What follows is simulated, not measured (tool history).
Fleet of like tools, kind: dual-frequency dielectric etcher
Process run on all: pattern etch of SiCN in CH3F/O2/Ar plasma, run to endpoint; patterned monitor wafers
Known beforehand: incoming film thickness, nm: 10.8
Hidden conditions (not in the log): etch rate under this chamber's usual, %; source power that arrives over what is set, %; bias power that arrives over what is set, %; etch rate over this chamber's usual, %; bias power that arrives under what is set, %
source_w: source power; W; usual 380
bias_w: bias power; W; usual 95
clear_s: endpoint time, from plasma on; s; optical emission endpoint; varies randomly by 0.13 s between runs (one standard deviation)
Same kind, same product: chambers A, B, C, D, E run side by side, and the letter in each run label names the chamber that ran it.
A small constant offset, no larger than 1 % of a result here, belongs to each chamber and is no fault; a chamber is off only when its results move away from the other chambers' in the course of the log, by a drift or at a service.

run     day  source_w  bias_w  hours since the last wet clean  hours since the last source power generator calibration  hours since the last bias power generator calibration  clear_s
 1C   0.312       380      95                            61.3                                                   1142.3                                                 2229.4   26.428
 2B   0.696       380      95                           402.6                                                   2166.6                                                 1983.6    26.68
 3A   1.071       380      95                           205.8                                                   1256.6                                                 2928.4   26.459
 4E   1.467       380      95                           447.4                                                    119.9                                                 1475.8   26.291
 5D    2.05       380      95                           187.3                                                   2522.2                                                 1642.3   26.628
 6B   2.658       380      95                           449.7                                                   2213.7                                                 2030.7   26.438
 7A   2.988       380      95                           251.8                                                   1302.6                                                 2974.4   26.582
 8D   3.362       380     108                           218.8                                                   2553.7                                                 1673.8   25.275
 9E   3.892       380     108                           505.6                                                    178.1                                                   1534   25.025
      4.017  -- chamber B: wet clean of the chamber
10C   4.271       380     108                           156.3                                                   1237.3                                                 2324.4   25.311
11A   4.788       380     108                             295                                                   1345.8                                                 3017.6   25.625
12C   5.225       380     108                           179.2                                                   1260.2                                                 2347.3   25.409
13B   5.617       380      95                            38.4                                                   2284.7                                                 2101.7   26.393
14D     6.1       380      95                           284.5                                                   2619.4                                                 1739.5   26.568
15E   6.533       380      95                             569                                                    241.5                                                 1597.4   26.148
16E    6.85       380      95                           576.6                                                    249.1                                                   1605   26.347
17C   7.467       380      95                             233                                                     1314                                                 2401.1   26.905
18D   7.783       380      95                           324.9                                                   2659.8                                                 1779.9   26.382
      8.042  -- chamber E: wet clean of the chamber
19B   8.383       340      95                           104.8                                                   2351.1                                                 2168.1   27.669
20A   8.771       340      95                           390.6                                                   1441.4                                                 3113.2   27.642
21A   9.358       340      95                           404.7                                                   1455.5                                                 3127.3   27.929
22D   9.638       340      95                           369.4                                                   2704.3                                                 1824.4   27.811
23C   9.921       340      95                           291.9                                                   1372.9                                                   2460   27.578
24E  10.467       380      95                            58.2                                                    335.9                                                 1691.8   26.499
     10.812  -- chamber A: wet clean of the chamber
25B  10.908       380      95                           165.4                                                   2411.7                                                 2228.7   26.436
26A  11.379       310      86                            13.7                                                     1504                                                 3175.8   30.727
27B  11.829       310      86                           187.5                                                   2433.8                                                 2250.8   29.805
28D  12.171       310      86                           430.2                                                   2765.1                                                 1885.2   29.724
29E  12.471       310      86                           106.3                                                      384                                                 1739.9   29.647
30C   12.85       310      86                           362.2                                                   1443.2                                                 2530.3   29.782
31E  13.367       380      95                           127.8                                                    405.5                                                 1761.4   26.412
32A  13.762       380     106                            70.9                                                   1561.2                                                   3233   26.358
33B  14.179       380     106                           243.9                                                   2490.2                                                 2307.2   25.401
34C  14.792       380     106                           408.8                                                   1489.8                                                 2576.9   25.511
35D  15.375       380     106                           507.1                                                     2842                                                 1962.1    25.45
36C  15.717       380     106                             431                                                     1512                                                 2599.1   25.666
37E  16.171       380      95                           195.1                                                    472.8                                                 1828.7   26.445
38A  16.758       380      95                           142.8                                                   1633.1                                                 3304.9   27.558
39B  17.096       380      95                           313.9                                                   2560.2                                                 2377.2   26.699
40D  17.733       470      81                           563.7                                                   2898.6                                                 2018.7   26.043
     18.046  -- chamber D: wet clean of the chamber
41B  18.262       470      81                           341.9                                                   2588.2                                                 2405.2   26.061
42D  18.746       470      81                            16.9                                                   2922.9                                                   2043   25.891
43C  19.258       470      81                             516                                                     1597                                                 2684.1   26.071
44A  19.721       470      81                           213.9                                                   1704.2                                                   3376   26.736

All chambers now run identical settings, listed one chamber a line with results as question marks. What results will each chamber show?
45A  20.179       380      95                                                                                                                                                        ?
45B  20.179       380      95                                                                                                                                                        ?
45C  20.179       380      95                                                                                                                                                        ?
45D  20.179       380      95                                                                                                                                                        ?
45E  20.179       380      95                                                                                                                                                        ?

run  clear_s
45A    27.32
45B   26.708
45C   26.485
45D   26.762
45E   26.373
